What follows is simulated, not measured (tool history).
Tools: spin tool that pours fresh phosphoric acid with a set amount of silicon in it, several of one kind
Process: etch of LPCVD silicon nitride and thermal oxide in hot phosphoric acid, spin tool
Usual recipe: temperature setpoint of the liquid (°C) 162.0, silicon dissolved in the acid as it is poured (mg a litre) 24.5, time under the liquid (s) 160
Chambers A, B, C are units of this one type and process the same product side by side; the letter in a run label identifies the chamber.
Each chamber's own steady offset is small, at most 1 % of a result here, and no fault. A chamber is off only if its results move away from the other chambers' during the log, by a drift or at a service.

| run | day | temperature setpoint of the liquid (°C) | silicon dissolved in the acid as it is poured (mg a litre) | time under the liquid (s) | read-back film thickness of the LPCVD silicon nitride reference wafer, read on the same gauge (nm) | read-back film thickness of the thermal oxide reference wafer, read on the same gauge (nm) | thickness taken off the LPCVD silicon nitride on a monitor wafer (Å) | thickness taken off the thermal oxide on a monitor wafer (Å) |
|---|---|---|---|---|---|---|---|---|
| 1A | 0.112 | 162.0 | 24.5 | 160 | 30.029 | 29.972 | 149.310 | 2.7181 |
| 2C | 0.258 | 162.0 | 24.5 | 160 | 30.019 | 29.997 | 151.170 | 2.9441 |
| 3B | 0.429 | 162.0 | 24.5 | 160 | 29.980 | 30.001 | 151.080 | 2.8624 |
| 4A | 0.592 | 162.0 | 24.5 | 160 | 29.996 | 29.983 | 152.500 | 2.8818 |
| 5B | 0.688 | 162.0 | 24.5 | 160 | 29.986 | 30.000 | 149.930 | 2.6565 |
| 6C | 0.804 | 163.0 | 24.5 | 125 | 29.995 | 30.015 | 123.410 | 2.4109 |
| 7B | 0.888 | 163.0 | 24.5 | 125 | 30.015 | 30.021 | 121.290 | 2.0331 |
| 8A | 1.017 | 163.0 | 24.5 | 125 | 30.003 | 29.990 | 121.580 | 2.7558 |
| 9C | 1.175 | 162.0 | 24.5 | 160 | 29.996 | 30.022 | 151.090 | 2.4703 |
| 10A | 1.354 | 160.5 | 24.5 | 160 | 30.016 | 29.995 | 142.110 | 2.1584 |
| 11C | 1.533 | 160.5 | 24.5 | 160 | 30.014 | 29.995 | 143.870 | 2.4311 |
| 12B | 1.696 | 160.5 | 24.5 | 160 | 29.985 | 29.997 | 143.810 | 2.8529 |
| 13B | 1.829 | 162.0 | 24.5 | 160 | 30.002 | 29.992 | 151.400 | 2.9784 |
| 14A | 1.992 | 162.0 | 24.5 | 160 | 29.986 | 29.974 | 146.020 | 2.3985 |
| 15C | 2.138 | 162.0 | 24.5 | 160 | 29.991 | 30.002 | 150.360 | 2.6272 |
| 16A | 2.271 | 162.0 | 24.5 | 160 | 30.012 | 30.031 | 146.830 | 2.5639 |
| 17B | 2.429 | 162.0 | 24.5 | 160 | 29.983 | 30.000 | 149.740 | 2.8930 |
| 18C | 2.546 | 162.0 | 24.5 | 160 | 29.989 | 29.985 | 152.090 | 2.4514 |
| 19A | 2.712 | 163.0 | 24.5 | 70 | 30.001 | 29.989 | 64.839 | 1.1741 |
| 20C | 2.871 | 163.0 | 24.5 | 70 | 29.995 | 30.031 | 68.864 | 1.4272 |
| 21B | 2.975 | 163.0 | 24.5 | 70 | 30.004 | 30.037 | 68.025 | 1.3257 |

Is one chamber out of step, is the gauge drifting, or do the chambers differ by no more than their own small offsets? For an off chamber, give its letter and the likeliest cause.

Little by little, chamber A moves away from the other chambers.
Most likely cause: temperature lost on the way to the wafer (K) = 1.8.
Not necessarily distinguishable in this log from: liquid colder than its thermometer reads (K).

Here are 4 candidates for chamber A's next run, each the usual settings with a change, their results left as question marks. Which one brings its results back in line with what the others give on the usual settings?
Maximum distance from the other chambers' mean on the usual settings for a result to count as in line: thickness taken off the LPCVD silicon nitride on a monitor wafer (Å) 2.900; thickness taken off the thermal oxide on a monitor wafer (Å) 0.7300
| 22A-1 | 3.112 | 162.0 | 24.0 | 165 |  |  | ? | ? |
| 22A-2 | 3.112 | 162.0 | 26.5 | 150 |  |  | ? | ? |
| 22A-3 | 3.112 | 162.0 | 25.0 | 155 |  |  | ? | ? |
| 22A-4 | 3.112 | 162.0 | 22.5 | 170 |  |  | ? | ? |

Average result of the remaining chambers running the usual settings: thickness taken off the LPCVD silicon nitride on a monitor wafer (Å) 151.210; thickness taken off the thermal oxide on a monitor wafer (Å) 2.7640
| run | thickness taken off the LPCVD silicon nitride on a monitor wafer (Å) | thickness taken off the thermal oxide on a monitor wafer (Å) |
|---|---|---|
| 22A-1 | 145.920 | 2.5564 |
| 22A-2 | 132.650 | 2.1366 |
| 22A-3 | 137.080 | 2.3240 |
| 22A-4 | 150.340 | 2.7613 |
With 22A-4, the chamber falls back in line with the rest.
